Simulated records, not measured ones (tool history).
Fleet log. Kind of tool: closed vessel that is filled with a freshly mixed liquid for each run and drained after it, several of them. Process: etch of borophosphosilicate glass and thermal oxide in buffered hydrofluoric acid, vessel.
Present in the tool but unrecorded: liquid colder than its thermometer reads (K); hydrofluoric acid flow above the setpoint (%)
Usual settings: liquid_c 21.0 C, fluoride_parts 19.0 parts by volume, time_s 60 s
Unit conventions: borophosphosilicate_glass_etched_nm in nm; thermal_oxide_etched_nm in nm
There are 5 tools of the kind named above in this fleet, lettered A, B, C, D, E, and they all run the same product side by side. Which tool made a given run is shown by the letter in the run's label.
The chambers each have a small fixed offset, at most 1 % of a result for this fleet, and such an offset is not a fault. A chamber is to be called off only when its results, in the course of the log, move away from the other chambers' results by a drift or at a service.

run,hour,liquid_c,fluoride_parts,time_s,hours since the thermometer was replaced,hours since the hydrofluoric acid flow meter was replaced,"read-back film thickness of the borophosphosilicate glass reference wafer, read on the same gauge (nm)","read-back film thickness of the thermal oxide reference wafer, read on the same gauge (nm)",borophosphosilicate_glass_etched_nm,thermal_oxide_etched_nm
1D,5.0,21.0,19.0,60,1802.8,39.5,60.018,70.027,67.005,31.784
2B,13.0,21.0,19.0,60,778.7,349.0,60.002,69.965,66.743,31.616
3E,22.8,21.0,19.0,60,1812.6,1020.6,60.019,70.031,67.134,31.693
4A,30.4,21.0,19.0,60,284.5,596.2,59.984,69.980,67.862,31.246
5C,36.7,21.0,19.0,60,461.5,696.5,59.987,70.012,66.703,31.611
6E,46.2,21.0,13.5,60,1836.0,1044.0,60.006,70.010,93.313,44.288
7D,55.9,21.0,13.5,60,1853.7,90.4,60.002,70.050,93.534,43.528
8A,66.1,21.0,13.5,60,320.2,631.9,60.002,69.991,95.467,44.444
9B,73.8,21.0,13.5,60,839.5,409.8,59.994,69.954,95.121,44.280
10C,80.9,21.0,13.5,60,505.7,740.7,60.016,70.022,93.034,44.703
11E,87.0,21.0,19.0,60,1876.8,1084.8,59.998,69.985,67.360,31.737
12A,94.9,21.0,19.0,60,349.0,660.7,59.998,70.004,68.659,31.241
13D,99.6,21.0,19.0,60,1897.4,134.1,60.020,69.990,67.084,31.768
14B,109.4,21.0,19.0,60,875.1,445.4,60.027,70.022,66.633,31.419
15C,118.9,21.0,19.0,60,543.7,778.7,59.998,69.971,65.864,31.459
16D,128.5,21.0,19.0,60,1926.3,163.0,59.990,69.977,67.152,31.669
17A,134.9,23.5,19.0,85,389.0,700.7,59.996,69.999,110.290,51.093
18B,140.3,23.5,19.0,85,906.0,476.3,59.987,69.923,108.850,51.542
19C,149.4,23.5,19.0,85,574.2,809.2,59.990,69.984,108.490,51.145
20E,159.2,23.5,19.0,85,1949.0,1157.0,60.020,69.992,109.410,51.997
21D,164.2,23.5,19.0,85,1962.0,198.7,60.003,70.020,109.990,51.437
22B,172.8,21.0,19.0,60,938.5,508.8,60.021,70.008,67.068,31.465
23C,181.2,21.0,19.0,60,606.0,841.0,59.991,69.983,66.994,31.414
24A,190.1,21.0,19.0,60,444.2,755.9,59.977,69.960,67.263,31.372
25E,199.1,21.0,19.0,60,1988.9,1196.9,60.010,69.977,66.739,31.793
26C,208.5,25.5,19.0,60,633.3,868.3,60.008,70.001,84.486,40.786
27D,216.0,25.5,19.0,60,2013.8,250.5,59.994,70.004,85.453,40.773
28B,224.6,25.5,19.0,60,990.3,560.6,60.004,70.051,85.515,40.520
29A,234.0,25.5,19.0,60,488.1,799.8,60.004,70.026,87.468,40.281
30E,242.8,25.5,19.0,60,2032.6,1240.6,59.952,69.970,86.610,40.945
31D,249.6,21.0,19.0,60,2047.4,284.1,59.972,69.994,66.802,31.784
32E,257.9,24.5,19.0,90,2047.7,1255.7,59.968,69.986,122.370,57.918
33B,265.6,24.5,19.0,90,1031.3,601.6,60.005,70.007,123.050,57.194
34A,275.8,24.5,19.0,90,529.9,841.6,60.014,69.999,123.880,57.012
35C,285.1,24.5,19.0,90,709.9,944.9,59.997,69.980,120.360,57.707
36B,294.7,24.5,19.0,90,1060.4,630.7,59.980,69.956,121.090,57.708
37D,301.5,21.0,19.0,60,2099.3,336.0,59.957,69.994,66.503,31.987
38A,306.2,21.0,19.0,60,560.3,872.0,59.999,70.000,68.046,31.335

One chamber off, gauge drift, or nothing amiss beyond the chambers' own small offsets? If it is a chamber, which one, and what is the likeliest cause?

Nothing is wrong: each chamber keeps only its own small, steady offset and the gauge holds still.
